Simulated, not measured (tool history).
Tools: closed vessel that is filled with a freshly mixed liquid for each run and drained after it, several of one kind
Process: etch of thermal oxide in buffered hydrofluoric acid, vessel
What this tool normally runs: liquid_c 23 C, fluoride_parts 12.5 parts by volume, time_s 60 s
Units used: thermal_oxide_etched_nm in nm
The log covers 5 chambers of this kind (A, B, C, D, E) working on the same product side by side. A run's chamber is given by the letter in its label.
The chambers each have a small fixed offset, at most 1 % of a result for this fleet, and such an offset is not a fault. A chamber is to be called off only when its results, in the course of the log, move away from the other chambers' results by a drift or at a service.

run	hour	liquid_c	fluoride_parts	time_s	hours since the thermometer was replaced	hours since the hydrofluoric acid flow meter was replaced	read-back film thickness of the thermal oxide reference wafer, read on the same gauge (nm)	thermal_oxide_etched_nm
1C	6.6	23	12.5	60	1838.5	1123	69.998	54.399
2B	14.7	23	12.5	60	569.9	1021.7	69.986	53.409
3A	19	23	12.5	60	120.4	707	69.987	54.675
4E	23.7	23	12.5	60	891.4	271	69.988	53.616
5D	30.5	23	12.5	60	68.9	367.6	70.021	53.825
6A	36.8	23	12.5	60	138.2	724.8	70.003	54.209
# hour 38: chamber A: hydrofluoric acid flow meter replaced
7B	44.1	23	12.5	50	599.3	1051.1	70.014	44.562
8E	52.2	23	12.5	50	919.9	299.5	70.002	44.768
9D	56.7	23	12.5	50	95.1	393.8	69.991	45.156
10C	61.6	23	12.5	50	1893.5	1178	69.986	45.137
11E	70.2	23	12.5	50	937.9	317.5	69.997	44.533
12A	76.7	20	12.5	60	178.1	38.7	70.016	45.588
13C	83.5	20	12.5	60	1915.4	1199.9	69.997	45.682
14D	88.9	20	12.5	60	127.3	426	70.011	45.722
15B	94	20	12.5	60	649.2	1101	70	45.762
16D	100.1	20	12.5	60	138.5	437.2	70.021	45.764
17A	109.1	23	12.5	60	210.5	71.1	69.998	54.116
18B	114.5	23	12.5	60	669.7	1121.5	69.996	53.613
19C	122.9	23	12.5	60	1954.8	1239.3	70.013	54.078
20E	132.5	23	12.5	60	1000.2	379.8	69.998	51.949
# hour 132.6: chamber B: hydrofluoric acid flow meter replaced
21C	138.2	23	12.5	60	1970.1	1254.6	69.993	53.792
22D	146	25.5	12.5	75	184.4	483.1	70.008	77.162
23B	152.2	25.5	12.5	75	707.4	19.7	69.999	76.325
24E	159.1	25.5	12.5	75	1026.8	406.4	69.997	74.14
25A	165.6	25.5	12.5	75	267	127.6	70.014	77.75
26A	175.2	25.5	12.5	75	276.6	137.2	70	77.218
27D	180.6	23	12.5	60	219	517.7	70.012	54.276
28B	186.3	23	12.5	60	741.5	53.8	70.009	54.242
29C	193.2	23	12.5	60	2025.1	1309.6	70.011	54.325
30E	200	23	12.5	60	1067.7	447.3	69.997	51.712
31E	205.3	23	12.5	60	1073	452.6	69.995	51.441
32D	214.4	21	12.5	60	252.8	551.5	69.982	47.834
33A	218.7	21	12.5	60	320.1	180.7	69.996	48.023
34C	223.1	21	12.5	60	2055	1339.5	69.975	48.717
35B	231.5	21	12.5	60	786.7	99	69.988	47.707
36B	239	21	12.5	60	794.2	106.5	70.011	48.21
37D	245.2	23	12.5	60	283.6	582.3	70.004	53.604
38A	254.5	23	12.5	60	355.9	216.5	69.997	53.732
39E	261.3	23	12.5	60	1129	508.6	69.981	50.413
40C	267.6	23	14	40	2099.5	1384	69.994	32.324
41C	272	23	14	40	2103.9	1388.4	69.991	32.034
42B	280.3	23	14	40	835.5	147.8	70.008	31.701

For the next run the whole fleet of 5 chambers uses the same settings. Give each chamber's results:
43A	287.1	23	12.5	85				?
43B	287.1	23	12.5	85				?
43C	287.1	23	12.5	85				?
43D	287.1	23	12.5	85				?
43E	287.1	23	12.5	85				?

run	thermal_oxide_etched_nm
43A	76.259
43B	76.077
43C	76.01
43D	76.245
43E	71.092

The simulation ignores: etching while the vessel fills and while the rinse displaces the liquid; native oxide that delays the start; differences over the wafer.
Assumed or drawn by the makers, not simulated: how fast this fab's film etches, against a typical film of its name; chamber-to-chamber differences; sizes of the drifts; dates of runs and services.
